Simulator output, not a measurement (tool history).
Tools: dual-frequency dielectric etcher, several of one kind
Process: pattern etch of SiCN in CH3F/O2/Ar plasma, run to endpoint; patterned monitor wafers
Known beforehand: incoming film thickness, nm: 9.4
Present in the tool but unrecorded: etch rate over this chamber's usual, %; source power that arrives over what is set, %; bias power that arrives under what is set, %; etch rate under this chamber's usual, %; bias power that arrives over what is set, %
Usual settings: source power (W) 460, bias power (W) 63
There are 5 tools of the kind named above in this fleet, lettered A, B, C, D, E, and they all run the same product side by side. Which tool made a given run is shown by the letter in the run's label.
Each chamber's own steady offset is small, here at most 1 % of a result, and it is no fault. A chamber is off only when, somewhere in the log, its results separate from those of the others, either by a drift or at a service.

run,hour,source power (W),bias power (W),hours since the last wet clean,hours since the last source power generator calibration,hours since the last bias power generator calibration,endpoint time (s)
# hour 0.4: chamber B: wet clean of the chamber
1C,5.9,460,63,230.8,1682.1,1351.3,24.743
2A,17.9,460,63,295.4,643.8,1947.2,25.080
3E,30.6,460,63,289.6,2095.6,785.5,25.002
4D,43.1,460,63,295.5,3190.8,1494.0,25.055
5B,50.6,460,63,50.3,2773.4,623.5,24.923
6A,57.6,460,63,335.1,683.5,1986.9,24.897
7B,64.3,460,63,64.0,2787.1,637.2,25.141
8D,74.2,460,63,326.6,3221.9,1525.1,24.994
9C,82.0,460,63,306.9,1758.2,1427.4,24.981
10E,88.4,460,63,347.4,2153.4,843.3,24.891
# hour 90.1: chamber A: wet clean of the chamber
11D,100.0,460,63,352.4,3247.7,1550.9,24.959
12B,106.9,460,63,106.6,2829.7,679.8,25.051
13E,117.3,460,63,376.3,2182.3,872.2,25.182
14C,129.3,460,63,354.2,1805.5,1474.7,24.909
15A,137.2,460,63,47.2,763.1,2066.5,24.880
16B,149.9,460,63,149.6,2872.7,722.8,24.785
17A,157.4,460,63,67.4,783.3,2086.7,24.839
18D,170.7,460,63,423.1,3318.4,1621.6,24.742
19C,178.9,460,63,403.8,1855.1,1524.3,24.807
# hour 183.9: chamber E: wet clean of the chamber
20E,187.2,460,57,3.4,2252.2,942.1,25.950
21A,193.3,460,57,103.3,819.2,2122.6,25.758
22E,204.6,460,57,20.8,2269.6,959.5,25.588
23C,214.2,460,57,439.1,1890.4,1559.6,25.587
# hour 217.6: chamber C: wet clean of the chamber
24D,222.7,460,57,475.1,3370.4,1673.6,25.574
25B,228.8,380,63,228.5,2951.6,801.7,26.866
26D,239.9,380,63,492.3,3387.6,1690.8,26.650
27A,252.5,380,63,162.5,878.4,2181.8,27.094
28C,261.4,380,63,43.8,1937.6,1606.8,26.815
29B,269.7,380,63,269.4,2992.5,842.6,27.101
30E,278.3,460,63,94.5,2343.3,1033.2,25.037
# hour 287.8: chamber D: wet clean of the chamber
31A,288.3,460,63,198.3,914.2,2217.6,25.136
32B,301.4,460,63,301.1,3024.2,874.3,25.135
33D,309.0,460,63,21.2,3456.7,1759.9,24.703
34C,318.3,460,63,100.7,1994.5,1663.7,25.020
35E,328.4,460,63,144.6,2393.4,1083.3,24.990
36A,336.8,460,63,246.8,962.7,2266.1,24.630
37E,343.2,460,63,159.4,2408.2,1098.1,25.141
38B,350.7,460,63,350.4,3073.5,923.6,25.026
39C,363.8,370,71,146.2,2040.0,1709.2,25.805
40D,372.7,370,71,84.9,3520.4,1823.6,25.951

All chambers now run identical settings, listed one chamber a line with results as question marks. What results will each chamber show?
41A,382.4,460,49,,,,?
41B,382.4,460,49,,,,?
41C,382.4,460,49,,,,?
41D,382.4,460,49,,,,?
41E,382.4,460,49,,,,?

run,endpoint time (s)
41A,26.809
41B,27.550
41C,27.021
41D,27.023
41E,27.202
